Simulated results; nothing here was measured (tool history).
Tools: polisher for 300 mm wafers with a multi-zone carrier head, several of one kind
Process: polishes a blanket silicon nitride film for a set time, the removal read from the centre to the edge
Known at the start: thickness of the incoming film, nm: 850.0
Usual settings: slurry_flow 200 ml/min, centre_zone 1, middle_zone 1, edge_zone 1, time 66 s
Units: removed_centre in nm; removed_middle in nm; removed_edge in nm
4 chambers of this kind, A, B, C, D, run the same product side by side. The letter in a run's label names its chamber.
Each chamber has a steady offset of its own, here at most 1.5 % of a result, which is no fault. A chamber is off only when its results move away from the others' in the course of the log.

run   hour  slurry_flow  centre_zone  middle_zone  edge_zone  time  wafers polished on this pad  hours since the slurry nozzle was cleaned  hours since the centre zone pressure was calibrated  hours since the edge zone pressure was calibrated  removed_centre  removed_middle  removed_edge
 1B      3          200            1            1          1    66                          620                                      467.3                                                 12.1                                               90.2          228.97          226.83        228.69
 2D    8.4          200            1            1          1    66                          627                                      207.4                                                768.7                                                 50          223.67          229.41        229.68
 3C   13.4          200            1            1          1    66                          275                                       58.8                                                  814                                                452          228.88          228.32        229.23
 4A   16.8          200            1            1          1    66                          678                                      254.2                                                 84.2                                                153          225.46          227.63        227.21
 5D     22          200            1            1          1    66                          744                                        221                                                782.3                                               63.6          224.39          226.77        231.48
 6A     25          200            1            1          1    66                          748                                      262.4                                                 92.4                                              161.2          227.11          226.32        226.81
 7C   27.8          200            1            1          1    66                          398                                       73.2                                                828.4                                              466.4          225.31          229.78        232.41
        30  -- chamber C: centre zone pressure recalibrated
 8B   32.1          200            1            1          1    66                          869                                      496.4                                                 41.2                                              119.3          229.31          228.93        229.91
 9D   34.8          200            1            1          1    66                          853                                      233.8                                                795.1                                               76.4          225.16          225.78        230.82
10B   37.4          200            1            1          1    66                          915                                      501.7                                                 46.5                                              124.6          225.48          229.68        229.55
11A   39.8          200            1            1          1    66                          875                                      277.2                                                107.2                                                176          223.35          224.19         226.6
12C   44.7          200            1            1          1    66                          543                                       90.1                                                 14.8                                              483.3          228.88          227.95        231.04
13B   49.6          235            1            1          1    57                         1019                                      513.9                                                 58.7                                              136.8          200.18          197.18        198.66
14A   54.4          235            1            1          1    57                         1000                                      291.8                                                121.8                                              190.6          192.58          196.13        198.02
      56.2  -- chamber B: worn pad replaced by a new one
15D   58.7          235            1            1          1    57                         1058                                      257.7                                                  819                                              100.3          199.72           201.5        201.82
16C   62.8          235            1            1          1    57                          698                                      108.2                                                 32.9                                              501.4          203.41          199.99        204.46
      64.1  -- chamber D: worn pad replaced by a new one
17C   68.3          200            1            1          1    66                          745                                      113.7                                                 38.4                                              506.9             231          229.36        229.67
18A   71.2          200            1            1          1    66                         1144                                      308.6                                                138.6                                              207.4          217.24          217.55        220.09
19B   75.6          200            1            1          1    66                          166                                      539.9                                                 84.7                                              162.8          229.53          227.01        228.09
20D   78.6          200            1            1          1    66                          124                                      277.6                                                838.9                                              120.2          224.88          228.54        231.76
21B   83.8          200            1            1          1    66                          236                                      548.1                                                 92.9                                                171          230.22          228.07        224.31
22A     89          200            1            1          1    66                         1296                                      326.4                                                156.4                                              225.2          215.23          216.36        217.77
23C   93.6          200            1            1          1    66                          961                                        139                                                 63.7                                              532.2          228.14          226.91        229.63
24D   98.8          200            1            1          1    66                          297                                      297.8                                                859.1                                              140.4          231.09          228.19        231.41
25A  102.7          200            1            1          1    66                         1413                                      340.1                                                170.1                                              238.9          213.83          215.63        217.07
26D  107.8          200            1            1          1    66                          374                                      306.8                                                868.1                                              149.4          225.24          228.05         233.9
27B  112.6          200            1            1          1    66                          483                                      576.9                                                121.7                                              199.8          226.42          224.65        226.91
28C    117          200            1            1          1    66                         1161                                      162.4                                                 87.1                                              555.6          231.68          225.84        230.79
29B  120.5          200            1            1          1    66                          550                                      584.8                                                129.6                                              207.7          229.68          228.52        226.62
     121.2  -- chamber C: worn pad replaced by a new one
30D  123.5          200            1            1          1    66                          508                                      322.5                                                883.8                                              165.1          226.06          229.19        233.63
31C  126.8          200            1            1          1    66                           48                                      172.2                                                 96.9                                              565.4          232.58          228.25        230.56
32A  131.9          200            1            1          1    66                         1663                                      369.3                                                199.3                                              268.1          208.34          210.86        212.24
33B  137.4          200            1            1          1    66                          695                                      601.7                                                146.5                                              224.6          228.28          226.29        227.88
34A  142.5          200            1            1          1    66                         1754                                      379.9                                                209.9                                              278.7          207.87          210.29        211.44
35D  145.4          200            1            1          1    66                          695                                      344.4                                                905.7                                                187          223.44          227.83        236.02

Is one chamber off against the others, does the gauge drift, or is nothing wrong? If a chamber is off, say which, and what the likeliest cause is.

Chamber A drifts away from the others.
Cause: removal rate lost through wear of the pad, % = 8.88.
The log may not tell that from: slurry flow missing at the pad, %.

Here are 4 candidates for chamber A's next run, each the usual settings with a change, their results left as question marks. Which one brings its results back in line with what the others give on the usual settings?
In line means no further than this from the other chambers' mean on the usual settings: removed_centre 7.3 nm; removed_middle 5.2 nm; removed_edge 5 nm
36A-1  149.4          200            1            1          1    64                                                                                                                                                                                               ?               ?             ?
36A-2  149.4          200            1            1          1    68                                                                                                                                                                                               ?               ?             ?
36A-3  149.4          200            1            1       0.99    60                                                                                                                                                                                               ?               ?             ?
36A-4  149.4          200            1            1       1.01    72                                                                                                                                                                                               ?               ?             ?

The other chambers' mean on the usual settings: removed_centre 227.9 nm; removed_middle 227.94 nm; removed_edge 230.43 nm
  run  removed_centre  removed_middle  removed_edge
36A-1          201.81          201.83        203.23
36A-2          214.42          214.45        215.93
36A-3           189.2          189.22        189.53
36A-4          227.03          227.06        229.82
36A-4 brings the chamber back in line.
